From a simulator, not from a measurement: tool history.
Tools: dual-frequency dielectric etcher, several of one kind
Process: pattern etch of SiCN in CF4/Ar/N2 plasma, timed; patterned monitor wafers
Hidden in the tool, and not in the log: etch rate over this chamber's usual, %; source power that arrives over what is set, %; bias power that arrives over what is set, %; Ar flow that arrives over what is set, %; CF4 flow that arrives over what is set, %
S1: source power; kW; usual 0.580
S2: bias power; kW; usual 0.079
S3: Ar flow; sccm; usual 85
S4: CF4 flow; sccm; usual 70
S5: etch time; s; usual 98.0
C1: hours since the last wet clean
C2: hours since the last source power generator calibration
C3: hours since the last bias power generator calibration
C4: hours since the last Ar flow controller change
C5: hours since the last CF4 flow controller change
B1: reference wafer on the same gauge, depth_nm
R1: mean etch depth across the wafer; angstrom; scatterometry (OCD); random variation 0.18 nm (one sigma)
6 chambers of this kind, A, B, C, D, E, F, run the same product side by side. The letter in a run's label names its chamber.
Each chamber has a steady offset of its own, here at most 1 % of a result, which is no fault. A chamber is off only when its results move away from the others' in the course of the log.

run	hour	S1	S2	S3	S4	S5	C1	C2	C3	C4	C5	B1	R1
1A	4.2	0.580	0.079	85	70	98.0	464.0	1606.5	2119.4	647.1	182.8	126.07	1122.1
2F	8.8	0.580	0.079	85	70	98.0	237.9	1504.7	1767.4	3432.4	772.7	125.98	1105.6
3E	13.9	0.580	0.079	85	70	98.0	307.9	1375.6	3486.0	4594.0	64.5	126.06	1118.6
4C	16.9	0.580	0.079	85	70	98.0	164.8	1717.5	2088.5	3477.5	539.7	126.09	1118.1
5B	22.3	0.580	0.079	85	70	98.0	461.1	149.0	1919.8	1964.6	2674.8	126.11	1115.4
6D	28.0	0.580	0.079	85	70	98.0	266.4	457.2	2188.4	3097.0	122.4	126.15	1121.1
7B	32.4	0.580	0.079	85	70	98.0	471.2	159.1	1929.9	1974.7	2684.9	126.19	1110.8
8E	37.3	0.580	0.079	85	80	107.5	331.3	1399.0	3509.4	4617.4	87.9	126.20	1248.9
9F	40.3	0.580	0.079	85	80	107.5	269.4	1536.2	1798.9	3463.9	804.2	126.15	1233.8
# hour 44.3: chamber B: wet clean of the chamber
10C	46.0	0.580	0.079	85	80	107.5	193.9	1746.6	2117.6	3506.6	568.8	126.24	1252.3
11A	48.6	0.580	0.079	85	80	107.5	508.4	1650.9	2163.8	691.5	227.2	126.26	1256.3
12D	51.6	0.580	0.079	85	80	107.5	290.0	480.8	2212.0	3120.6	146.0	126.26	1257.8
13B	54.2	0.580	0.079	85	80	107.5	10.0	180.9	1951.7	1996.5	2706.7	126.20	1243.3
14F	59.2	0.580	0.079	85	70	98.0	288.3	1555.1	1817.8	3482.8	823.1	126.27	1109.0
15E	62.7	0.580	0.079	85	70	98.0	356.7	1424.4	3534.8	4642.8	113.3	126.29	1118.4
16C	68.4	0.580	0.079	85	70	98.0	216.3	1769.0	2140.0	3529.0	591.2	126.33	1122.2
17D	72.9	0.580	0.079	85	70	98.0	311.3	502.1	2233.3	3141.9	167.3	126.30	1121.4
18A	77.8	0.580	0.079	85	70	98.0	537.6	1680.1	2193.0	720.7	256.4	126.33	1125.8
19C	80.6	0.580	0.079	76	70	98.0	228.5	1781.2	2152.2	3541.2	603.4	126.34	1136.6
20E	83.9	0.580	0.079	76	70	98.0	377.9	1445.6	3556.0	4664.0	134.5	126.35	1143.2
21D	88.6	0.580	0.079	76	70	98.0	327.0	517.8	2249.0	3157.6	183.0	126.41	1143.2
# hour 93.3: chamber E: wet clean of the chamber
22F	93.5	0.580	0.079	76	70	98.0	322.6	1589.4	1852.1	3517.1	857.4	126.42	1123.0
23A	96.1	0.580	0.079	76	70	98.0	555.9	1698.4	2211.3	739.0	274.7	126.41	1143.0
24B	100.7	0.580	0.079	76	70	98.0	56.5	227.4	1998.2	2043.0	2753.2	126.54	1133.1
25E	103.5	0.580	0.079	85	85	98.0	10.3	1465.2	3575.6	4683.6	154.1	126.44	1152.5
26D	108.2	0.580	0.079	85	85	98.0	346.6	537.4	2268.6	3177.2	202.6	126.51	1155.3
27F	112.7	0.580	0.079	85	85	98.0	341.8	1608.6	1871.3	3536.3	876.6	126.53	1136.2
# hour 116.8: chamber F: bias power generator calibrated
# hour 117.7: chamber A: wet clean of the chamber
28C	118.1	0.580	0.079	85	85	98.0	266.0	1818.7	2189.7	3578.7	640.9	126.56	1150.7
29A	123.1	0.580	0.079	85	85	98.0	5.4	1725.4	2238.3	766.0	301.7	126.57	1157.0
30B	127.0	0.580	0.079	85	85	98.0	82.8	253.7	2024.5	2069.3	2779.5	126.57	1145.8
31C	130.3	0.580	0.079	85	70	98.0	278.2	1830.9	2201.9	3590.9	653.1	126.60	1122.1
32D	133.5	0.580	0.079	85	70	98.0	371.9	562.7	2293.9	3202.5	227.9	126.61	1125.6
33A	138.0	0.580	0.079	85	70	98.0	20.3	1740.3	2253.2	780.9	316.6	126.65	1129.0
34B	141.3	0.580	0.079	85	70	98.0	97.1	268.0	2038.8	2083.6	2793.8	126.70	1116.8
35E	146.8	0.580	0.079	85	70	98.0	53.6	1508.5	3618.9	4726.9	197.4	126.69	1121.3
36F	150.2	0.580	0.073	104	70	98.0	379.3	1646.1	33.5	3573.8	914.1	126.74	1051.3
37A	154.6	0.580	0.073	104	70	98.0	36.9	1756.9	2269.8	797.5	333.2	126.69	1065.0
# hour 158.4: chamber C: wet clean of the chamber
38E	159.1	0.580	0.073	104	70	98.0	65.9	1520.8	3631.2	4739.2	209.7	126.70	1059.4
39C	163.5	0.580	0.073	104	70	98.0	5.1	1864.1	2235.1	3624.1	686.3	126.73	1059.1
40D	168.6	0.580	0.073	104	70	98.0	407.0	597.8	2329.0	3237.6	263.0	126.75	1064.7
41F	173.8	0.580	0.073	104	70	98.0	402.9	1669.7	57.1	3597.4	937.7	126.78	1048.1
42B	176.9	0.580	0.079	85	81	98.0	132.7	303.6	2074.4	2119.2	2829.4	126.84	1139.5
43E	179.9	0.580	0.079	85	81	98.0	86.7	1541.6	3652.0	4760.0	230.5	126.81	1149.7

What goes on in this fleet: one chamber off, a drifting gauge, or nothing beyond the chambers' own small offsets? Name the chamber and the cause, if any.

The gauge drifts, so all chambers seem to drift together. No chamber is off.
Cause: gauge reads high (%) = 0.674.

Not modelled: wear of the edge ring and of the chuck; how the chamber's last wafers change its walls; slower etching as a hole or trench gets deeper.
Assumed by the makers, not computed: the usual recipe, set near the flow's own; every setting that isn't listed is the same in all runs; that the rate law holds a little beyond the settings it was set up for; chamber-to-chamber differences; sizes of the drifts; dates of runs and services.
